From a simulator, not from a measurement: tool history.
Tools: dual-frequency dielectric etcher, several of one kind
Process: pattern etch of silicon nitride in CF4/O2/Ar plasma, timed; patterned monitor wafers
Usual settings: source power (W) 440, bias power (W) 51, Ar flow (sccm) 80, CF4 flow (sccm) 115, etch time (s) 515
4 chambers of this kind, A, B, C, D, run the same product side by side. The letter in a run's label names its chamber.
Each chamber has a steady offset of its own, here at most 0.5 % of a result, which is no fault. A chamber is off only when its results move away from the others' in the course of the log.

| run | hour | source power (W) | bias power (W) | Ar flow (sccm) | CF4 flow (sccm) | etch time (s) | hours since the last wet clean | hours since the last source power generator calibration | hours since the last bias power generator calibration | hours since the last Ar flow controller change | hours since the last CF4 flow controller change | read-back reference wafer on the same gauge, depth_nm | mean etch depth across the wafer (nm) |
|---|---|---|---|---|---|---|---|---|---|---|---|---|---|
| 1D | 11.0 | 440 | 51 | 80 | 115 | 515 | 527.4 | 1037.0 | 1467.1 | 1583.6 | 195.3 | 1036.0 | 919.50 |
|  | 24.6 | chamber D: wet clean of the chamber |
| 2A | 27.0 | 440 | 51 | 80 | 115 | 515 | 146.0 | 1978.0 | 958.3 | 3008.2 | 2187.2 | 1035.5 | 914.97 |
| 3B | 42.1 | 440 | 51 | 80 | 115 | 515 | 251.1 | 683.0 | 588.2 | 742.4 | 3371.1 | 1035.2 | 920.66 |
| 4C | 55.3 | 440 | 51 | 80 | 115 | 515 | 358.1 | 1033.4 | 892.5 | 4595.5 | 458.7 | 1035.2 | 919.05 |
| 5A | 67.6 | 440 | 51 | 80 | 115 | 515 | 186.6 | 2018.6 | 998.9 | 3048.8 | 2227.8 | 1035.0 | 914.23 |
| 6B | 78.3 | 440 | 51 | 80 | 115 | 515 | 287.3 | 719.2 | 624.4 | 778.6 | 3407.3 | 1035.1 | 919.33 |
| 7C | 86.2 | 440 | 51 | 80 | 115 | 515 | 389.0 | 1064.3 | 923.4 | 4626.4 | 489.6 | 1034.6 | 918.15 |
| 8D | 97.4 | 440 | 51 | 67 | 115 | 515 | 72.8 | 1123.4 | 1553.5 | 1670.0 | 281.7 | 1034.8 | 933.36 |
| 9D | 110.6 | 440 | 51 | 67 | 115 | 515 | 86.0 | 1136.6 | 1566.7 | 1683.2 | 294.9 | 1034.5 | 934.59 |
| 10B | 124.3 | 440 | 51 | 67 | 115 | 515 | 333.3 | 765.2 | 670.4 | 824.6 | 3453.3 | 1034.0 | 935.85 |
| 11A | 131.4 | 440 | 51 | 67 | 115 | 515 | 250.4 | 2082.4 | 1062.7 | 3112.6 | 2291.6 | 1033.9 | 929.01 |
| 12C | 146.3 | 440 | 51 | 80 | 115 | 515 | 449.1 | 1124.4 | 983.5 | 4686.5 | 549.7 | 1033.7 | 914.69 |
|  | 154.4 | chamber C: wet clean of the chamber |
| 13C | 160.8 | 440 | 51 | 80 | 115 | 515 | 6.4 | 1138.9 | 998.0 | 4701.0 | 564.2 | 1033.5 | 913.64 |
| 14A | 170.3 | 440 | 51 | 80 | 115 | 515 | 289.3 | 2121.3 | 1101.6 | 3151.5 | 2330.5 | 1033.1 | 910.97 |
|  | 183.5 | chamber D: bias power generator calibrated |
| 15B | 184.3 | 440 | 51 | 80 | 115 | 515 | 393.3 | 825.2 | 730.4 | 884.6 | 3513.3 | 1033.4 | 920.22 |
| 16D | 195.9 | 440 | 51 | 80 | 115 | 515 | 171.3 | 1221.9 | 12.4 | 1768.5 | 380.2 | 1033.1 | 917.60 |
|  | 198.8 | chamber A: wet clean of the chamber |
| 17C | 208.7 | 440 | 51 | 80 | 115 | 515 | 54.3 | 1186.8 | 1045.9 | 4748.9 | 612.1 | 1032.8 | 914.10 |
| 18A | 218.1 | 440 | 51 | 80 | 115 | 515 | 19.4 | 2169.1 | 1149.4 | 3199.3 | 2378.3 | 1032.5 | 910.59 |
| 19B | 228.0 | 440 | 51 | 80 | 115 | 515 | 437.0 | 868.9 | 774.1 | 928.3 | 3557.0 | 1032.4 | 919.25 |
| 20D | 241.5 | 440 | 51 | 80 | 115 | 515 | 216.9 | 1267.5 | 58.0 | 1814.1 | 425.8 | 1032.2 | 918.52 |
| 21C | 257.2 | 440 | 51 | 80 | 115 | 515 | 102.8 | 1235.3 | 1094.4 | 4797.4 | 660.6 | 1031.5 | 914.21 |
| 22B | 266.7 | 440 | 51 | 80 | 115 | 515 | 475.7 | 907.6 | 812.8 | 967.0 | 3595.7 | 1031.8 | 918.47 |
|  | 270.3 | chamber B: CF4 flow controller replaced |
| 23D | 278.6 | 440 | 51 | 80 | 115 | 515 | 254.0 | 1304.6 | 95.1 | 1851.2 | 462.9 | 1031.8 | 913.70 |
| 24A | 289.9 | 440 | 51 | 80 | 115 | 515 | 91.2 | 2240.9 | 1221.2 | 3271.1 | 2450.1 | 1031.7 | 911.68 |
| 25D | 301.7 | 440 | 51 | 80 | 115 | 515 | 277.1 | 1327.7 | 118.2 | 1874.3 | 486.0 | 1031.5 | 916.09 |
| 26B | 316.4 | 440 | 51 | 80 | 115 | 515 | 525.4 | 957.3 | 862.5 | 1016.7 | 46.1 | 1030.9 | 917.17 |
| 27A | 331.6 | 440 | 51 | 80 | 115 | 515 | 132.9 | 2282.6 | 1262.9 | 3312.8 | 2491.8 | 1030.8 | 910.10 |
| 28C | 348.2 | 440 | 51 | 80 | 115 | 515 | 193.8 | 1326.3 | 1185.4 | 4888.4 | 751.6 | 1030.0 | 910.05 |

Is one chamber off against the others, does the gauge drift, or is nothing wrong? If a chamber is off, say which, and what the likeliest cause is.

The gauge drifts, so all chambers seem to drift together. No chamber is off.
Cause: gauge reads low (%) = 0.545.
